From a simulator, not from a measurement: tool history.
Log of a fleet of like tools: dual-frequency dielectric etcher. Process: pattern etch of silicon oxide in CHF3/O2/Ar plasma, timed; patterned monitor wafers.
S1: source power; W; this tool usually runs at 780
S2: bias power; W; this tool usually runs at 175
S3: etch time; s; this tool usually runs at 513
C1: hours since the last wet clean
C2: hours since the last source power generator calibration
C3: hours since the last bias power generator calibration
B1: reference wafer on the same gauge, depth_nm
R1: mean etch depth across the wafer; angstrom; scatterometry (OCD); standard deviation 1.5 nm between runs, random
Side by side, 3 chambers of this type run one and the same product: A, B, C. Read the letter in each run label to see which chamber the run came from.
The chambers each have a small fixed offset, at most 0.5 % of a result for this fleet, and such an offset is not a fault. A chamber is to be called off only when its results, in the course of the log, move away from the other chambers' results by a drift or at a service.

Run 1C, day 0.183: usual settings; C1 176; C2 739.6; C3 155.1; B1 919.49. Result: R1 11082 angstrom.
Run 2A, day 0.329: usual settings; C1 217.1; C2 2273; C3 4350.5; B1 919.81. Result: R1 11059 angstrom.
Run 3B, day 0.542: usual settings; C1 395; C2 1303.1; C3 964.8; B1 918.86. Result: R1 11063 angstrom.
Run 4A, day 0.646: usual settings; C1 224.7; C2 2280.6; C3 4358.1; B1 918.79. Result: R1 11075 angstrom.
Run 5C, day 0.783: usual settings; C1 190.4; C2 754; C3 169.5; B1 919.34. Result: R1 11085 angstrom.
Run 6B, day 0.929: usual settings; C1 404.3; C2 1312.4; C3 974.1; B1 918.78. Result: R1 11053 angstrom.
Run 7B, day 1.142: usual settings; C1 409.4; C2 1317.5; C3 979.2; B1 918.15. Result: R1 11069 angstrom.
Run 8C, day 1.346: usual settings; C1 203.9; C2 767.5; C3 183; B1 918.16. Result: R1 11089 angstrom.
Run 9A, day 1.504: usual settings; C1 245.3; C2 2301.2; C3 4378.7; B1 918.06. Result: R1 11055 angstrom.
Run 10C, day 1.658: usual settings but S3 451 s; C1 211.4; C2 775; C3 190.5; B1 917.7. Result: R1 9714.4 angstrom.
Run 11B, day 1.871: usual settings but S3 451 s; C1 426.9; C2 1335; C3 996.7; B1 917.18. Result: R1 9735.6 angstrom.
Run 12A, day 2.079: usual settings but S3 451 s; C1 259.1; C2 2315; C3 4392.5; B1 917.23. Result: R1 9701.4 angstrom.
Run 13C, day 2.217: usual settings; C1 224.8; C2 788.4; C3 203.9; B1 916.77. Result: R1 11051 angstrom.
Run 14A, day 2.308: usual settings; C1 264.6; C2 2320.5; C3 4398; B1 916.72. Result: R1 11043 angstrom.
Run 15B, day 2.488: usual settings; C1 441.7; C2 1349.8; C3 1011.5; B1 916.53. Result: R1 11029 angstrom.
Run 16A, day 2.696: usual settings; C1 273.9; C2 2329.8; C3 4407.3; B1 916.04. Result: R1 11033 angstrom.
Run 17C, day 2.858: usual settings; C1 240.2; C2 803.8; C3 219.3; B1 915.66. Result: R1 11046 angstrom.
Run 18B, day 3: usual settings but S2 189 W; C1 454; C2 1362.1; C3 1023.8; B1 915.68. Result: R1 11294 angstrom.
Run 19C, day 3.15: usual settings but S2 189 W; C1 247.2; C2 810.8; C3 226.3; B1 915.6. Result: R1 11320 angstrom.
Run 20B, day 3.342: usual settings but S2 189 W; C1 462.2; C2 1370.3; C3 1032; B1 915.24. Result: R1 11297 angstrom.

Which is it: a chamber that has drifted or been left off by a service, a gauge drift common to all chambers, or only each chamber's usual small offset? If a chamber is off, name it and its likeliest cause.

Every chamber seems to shift together because the gauge that measures them all drifts; the chambers themselves are fine.
What lies behind it: gauge reads low (%) = 0.547.

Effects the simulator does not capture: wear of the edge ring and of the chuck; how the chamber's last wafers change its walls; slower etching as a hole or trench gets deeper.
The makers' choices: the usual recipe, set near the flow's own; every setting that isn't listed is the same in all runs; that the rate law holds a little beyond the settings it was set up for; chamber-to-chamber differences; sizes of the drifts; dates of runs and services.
